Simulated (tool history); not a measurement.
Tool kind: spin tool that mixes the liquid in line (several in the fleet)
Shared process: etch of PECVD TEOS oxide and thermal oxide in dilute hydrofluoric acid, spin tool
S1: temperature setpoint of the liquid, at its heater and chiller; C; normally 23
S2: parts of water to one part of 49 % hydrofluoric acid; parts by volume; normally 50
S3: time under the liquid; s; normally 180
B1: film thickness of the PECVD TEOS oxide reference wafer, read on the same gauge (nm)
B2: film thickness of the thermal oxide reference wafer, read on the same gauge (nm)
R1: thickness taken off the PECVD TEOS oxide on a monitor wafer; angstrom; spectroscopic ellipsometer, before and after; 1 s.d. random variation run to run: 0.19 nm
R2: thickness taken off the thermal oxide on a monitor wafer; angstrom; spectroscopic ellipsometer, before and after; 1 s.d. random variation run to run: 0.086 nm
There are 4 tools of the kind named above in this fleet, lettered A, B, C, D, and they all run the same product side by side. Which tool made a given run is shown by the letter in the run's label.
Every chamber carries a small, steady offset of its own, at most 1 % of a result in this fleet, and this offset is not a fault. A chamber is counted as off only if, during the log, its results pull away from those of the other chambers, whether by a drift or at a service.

run,hour,S1,S2,S3,B1,B2,R1,R2
1A,7.6,23,50,180,30.025,119.97,312.19,167.98
2D,14.1,23,50,180,30.015,119.99,315.81,166.48
3B,21,23,50,180,29.989,120.03,311.83,170.73
4C,27.4,23,50,180,30.009,119.94,311.94,168.3
5C,35.9,23,50,180,30.016,120,312.98,167.87
6D,43.6,23,50,180,30.006,120,314.98,166.62
7B,52.6,23,50,180,30.001,120.08,312.5,169.93
8A,58.7,23,50,180,29.995,120.05,318.51,170.42
# hour 65.5: chamber B: hydrofluoric acid flow meter replaced
9C,66.2,23,50,180,29.99,120,314.24,169.05
10B,74.5,23,50,180,30.001,120.03,313.2,170.22
11D,82.5,23,50,180,29.98,119.99,310.8,168.28
12A,90.2,20.5,50,260,30.011,120,407.99,219.41
13A,98.7,20.5,50,260,30.016,120.04,413.33,219.13
14C,105.2,20.5,50,260,29.976,120.04,407.48,218.64
15B,109.7,20.5,50,260,29.998,119.98,407.78,221.06
16D,118.9,23,50,180,30.014,119.95,314.4,167
17A,126.6,23,50,180,30.006,120.01,309.68,170.17
18B,135.1,23,50,180,29.982,119.98,313.77,168.74
19D,142.1,23,50,180,30.016,120.01,313.55,168.34
20C,147.7,23,50,180,29.988,119.95,313.46,168.28
21B,157.2,23,50,180,30.024,120.04,315.39,169.97
22A,163.9,23,50,180,29.983,120.03,315.03,169.81
23D,168.4,23,50,180,29.984,120,309.94,167.44
24C,176.7,23,60,180,29.991,119.98,260.39,138.55
25B,184.2,23,60,180,29.975,119.99,258.52,137.94
26D,192.6,23,60,180,29.956,119.98,259.04,138.14
27C,200.6,23,60,180,29.99,119.96,260.25,137.86
28A,207.8,23,50,180,30.014,120.03,317.76,169.24
29B,212.9,21,50,180,30.019,120.01,288.74,155.86
30A,219.4,21,50,180,29.967,119.93,291.26,155.58
31D,228.6,21,50,180,30.007,120.03,289.08,154.51
32C,235.6,21,50,180,30.004,120,287.57,153.12
33A,243.7,23,50,180,29.976,120,311.01,169.18
34B,252.6,23,50,180,30.02,120,316.78,168.48
35D,260.3,26.5,35,180,30.014,119.97,529.38,282.47
36C,269.6,26.5,35,180,30.001,120.02,524.13,280.65
37A,276.2,26.5,35,180,30.016,120.01,531.75,286.94
38B,281.4,26.5,35,180,30.001,120,524.57,282.63
39C,289.6,23,50,180,29.998,120.02,312.77,168.23
40D,297.8,23,50,180,30.005,119.98,312.82,167.11
41A,304,25,40,180,29.985,119.97,434.36,234.73
42D,309.9,25,40,180,30.002,119.99,430.6,230.93

Decide between three cases: one chamber stands off from its peers, the gauge reading all wafers drifts, or nothing is wrong past each chamber's small offset. Where a chamber is off, say which and what most likely put it there.

Neither any chamber nor the gauge drifts; the chambers differ only by their own small, steady offsets.

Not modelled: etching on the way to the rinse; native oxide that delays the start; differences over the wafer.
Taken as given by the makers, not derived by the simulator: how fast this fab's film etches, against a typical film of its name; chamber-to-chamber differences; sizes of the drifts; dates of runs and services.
